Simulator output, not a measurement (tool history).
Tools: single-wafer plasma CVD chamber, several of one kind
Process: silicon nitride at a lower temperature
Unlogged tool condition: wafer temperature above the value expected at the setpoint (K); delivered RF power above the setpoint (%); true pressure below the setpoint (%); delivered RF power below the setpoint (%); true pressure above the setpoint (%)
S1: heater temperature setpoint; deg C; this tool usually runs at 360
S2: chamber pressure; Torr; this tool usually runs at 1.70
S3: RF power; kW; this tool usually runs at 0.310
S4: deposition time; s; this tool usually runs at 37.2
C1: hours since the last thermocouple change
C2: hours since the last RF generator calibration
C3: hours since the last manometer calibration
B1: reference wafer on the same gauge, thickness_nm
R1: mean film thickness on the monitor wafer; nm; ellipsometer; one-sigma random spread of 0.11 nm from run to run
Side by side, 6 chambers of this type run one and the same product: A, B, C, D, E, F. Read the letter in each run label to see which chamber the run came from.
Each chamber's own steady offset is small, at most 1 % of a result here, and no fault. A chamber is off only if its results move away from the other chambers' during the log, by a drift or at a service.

Run 1C, hour 9.9: usual settings; C1 2888.1; C2 90.6; C3 1654.3; B1 43.610. Result: R1 45.299 nm.
Run 2A, hour 17.8: usual settings; C1 25.2; C2 1190.2; C3 507.2; B1 43.602. Result: R1 45.242 nm.
Run 3E, hour 33.1: usual settings; C1 404.6; C2 1261.1; C3 1999.9; B1 43.603. Result: R1 45.451 nm.
Run 4F, hour 42.3: usual settings; C1 1373.0; C2 2257.1; C3 745.4; B1 43.608. Result: R1 44.938 nm.
Run 5D, hour 56.5: usual settings; C1 315.3; C2 590.9; C3 769.3; B1 43.637. Result: R1 45.501 nm.
Run 6B, hour 64.1: usual settings; C1 161.2; C2 1001.9; C3 1380.6; B1 43.622. Result: R1 45.327 nm.
Run 7D, hour 72.5: usual settings; C1 331.3; C2 606.9; C3 785.3; B1 43.634. Result: R1 45.167 nm.
Run 8E, hour 87.8: usual settings; C1 459.3; C2 1315.8; C3 2054.6; B1 43.625. Result: R1 45.409 nm.
Run 9F, hour 97.4: usual settings; C1 1428.1; C2 2312.2; C3 800.5; B1 43.635. Result: R1 44.957 nm.
Run 10A, hour 104.2: usual settings; C1 111.6; C2 1276.6; C3 593.6; B1 43.584. Result: R1 45.200 nm.
Run 11C, hour 111.0: usual settings but S1 365 deg C, S2 1.39 Torr; C1 2989.2; C2 191.7; C3 1755.4; B1 43.591. Result: R1 42.706 nm.
Run 12B, hour 124.5: usual settings but S1 365 deg C, S2 1.39 Torr; C1 221.6; C2 1062.3; C3 1441.0; B1 43.591. Result: R1 42.997 nm.
Run 13A, hour 139.4: usual settings but S1 365 deg C, S2 1.39 Torr; C1 146.8; C2 1311.8; C3 628.8; B1 43.621. Result: R1 42.414 nm.
Run 14C, hour 152.9: usual settings but S1 365 deg C, S2 1.39 Torr; C1 3031.1; C2 233.6; C3 1797.3; B1 43.602. Result: R1 42.430 nm.
Run 15E, hour 161.2: usual settings but S1 365 deg C, S2 1.39 Torr; C1 532.7; C2 1389.2; C3 2128.0; B1 43.589. Result: R1 42.812 nm.
Run 16F, hour 171.1: usual settings but S1 365 deg C, S2 1.39 Torr; C1 1501.8; C2 2385.9; C3 874.2; B1 43.599. Result: R1 42.350 nm.
Run 17D, hour 184.2: usual settings but S2 2.09 Torr; C1 443.0; C2 718.6; C3 897.0; B1 43.605. Result: R1 47.642 nm.
Run 18B, hour 193.0: usual settings but S2 2.09 Torr; C1 290.1; C2 1130.8; C3 1509.5; B1 43.573. Result: R1 48.022 nm.
Run 19C, hour 203.6: usual settings but S2 2.09 Torr; C1 3081.8; C2 284.3; C3 1848.0; B1 43.619. Result: R1 47.557 nm.
Run 20F, hour 214.8: usual settings but S2 2.09 Torr; C1 1545.5; C2 2429.6; C3 917.9; B1 43.595. Result: R1 47.279 nm.
Run 21D, hour 229.8: usual settings but S2 2.09 Torr; C1 488.6; C2 764.2; C3 942.6; B1 43.603. Result: R1 48.063 nm.
Run 22A, hour 243.4: usual settings but S2 2.09 Torr; C1 250.8; C2 1415.8; C3 732.8; B1 43.601. Result: R1 47.731 nm.
Run 23E, hour 251.2: usual settings; C1 622.7; C2 1479.2; C3 2218.0; B1 43.585. Result: R1 45.529 nm.
Run 24B, hour 262.9: usual settings; C1 360.0; C2 1200.7; C3 1579.4; B1 43.583. Result: R1 45.143 nm.
Run 25A, hour 270.0: usual settings; C1 277.4; C2 1442.4; C3 759.4; B1 43.603. Result: R1 45.273 nm.
At hour 272.1: chamber F: RF generator calibrated.
Run 26B, hour 281.4: usual settings; C1 378.5; C2 1219.2; C3 1597.9; B1 43.586. Result: R1 45.089 nm.
Run 27D, hour 294.5: usual settings; C1 553.3; C2 828.9; C3 1007.3; B1 43.588. Result: R1 45.252 nm.
Run 28C, hour 309.2: usual settings; C1 3187.4; C2 389.9; C3 1953.6; B1 43.589. Result: R1 45.132 nm.
Run 29E, hour 317.4: usual settings; C1 688.9; C2 1545.4; C3 2284.2; B1 43.590. Result: R1 45.503 nm.
Run 30F, hour 330.2: usual settings; C1 1660.9; C2 58.2; C3 1033.3; B1 43.589. Result: R1 44.873 nm.
Run 31F, hour 345.8: usual settings; C1 1676.5; C2 73.8; C3 1048.9; B1 43.611. Result: R1 44.923 nm.
At hour 348.4: chamber C: thermocouple changed; heater temperature recalibrated.
Run 32B, hour 353.5: usual settings; C1 450.6; C2 1291.3; C3 1670.0; B1 43.603. Result: R1 44.656 nm.
Run 33A, hour 364.3: usual settings; C1 371.7; C2 1536.7; C3 853.7; B1 43.577. Result: R1 45.208 nm.
Run 34D, hour 376.8: usual settings but S3 0.270 kW; C1 635.6; C2 911.2; C3 1089.6; B1 43.605. Result: R1 41.201 nm.
Run 35E, hour 388.4: usual settings but S3 0.270 kW; C1 759.9; C2 1616.4; C3 2355.2; B1 43.594. Result: R1 41.307 nm.
At hour 394.8: chamber D: RF generator calibrated.
Run 36C, hour 397.8: usual settings but S3 0.270 kW; C1 49.4; C2 478.5; C3 2042.2; B1 43.616. Result: R1 41.187 nm.
Run 37F, hour 405.2: usual settings but S3 0.270 kW; C1 1735.9; C2 133.2; C3 1108.3; B1 43.615. Result: R1 40.944 nm.
Run 38B, hour 417.4: usual settings but S3 0.270 kW; C1 514.5; C2 1355.2; C3 1733.9; B1 43.585. Result: R1 40.594 nm.
Run 39C, hour 428.1: usual settings but S3 0.270 kW; C1 79.7; C2 508.8; C3 2072.5; B1 43.600. Result: R1 40.890 nm.
Run 40D, hour 441.4: usual settings; C1 700.2; C2 46.6; C3 1154.2; B1 43.603. Result: R1 45.375 nm.
Run 41E, hour 448.4: usual settings; C1 819.9; C2 1676.4; C3 2415.2; B1 43.627. Result: R1 45.350 nm.

Each of the 6 chambers runs these same settings next. Fill in every chamber's results:
Run 42A, hour 459.6: usual settings. Result: R1 ?.
Run 42B, hour 459.6: usual settings. Result: R1 ?.
Run 42C, hour 459.6: usual settings. Result: R1 ?.
Run 42D, hour 459.6: usual settings. Result: R1 ?.
Run 42E, hour 459.6: usual settings. Result: R1 ?.
Run 42F, hour 459.6: usual settings. Result: R1 ?.

run      R1
42A  45.073
42B  44.550
42C  44.976
42D  45.418
42E  45.504
42F  44.849

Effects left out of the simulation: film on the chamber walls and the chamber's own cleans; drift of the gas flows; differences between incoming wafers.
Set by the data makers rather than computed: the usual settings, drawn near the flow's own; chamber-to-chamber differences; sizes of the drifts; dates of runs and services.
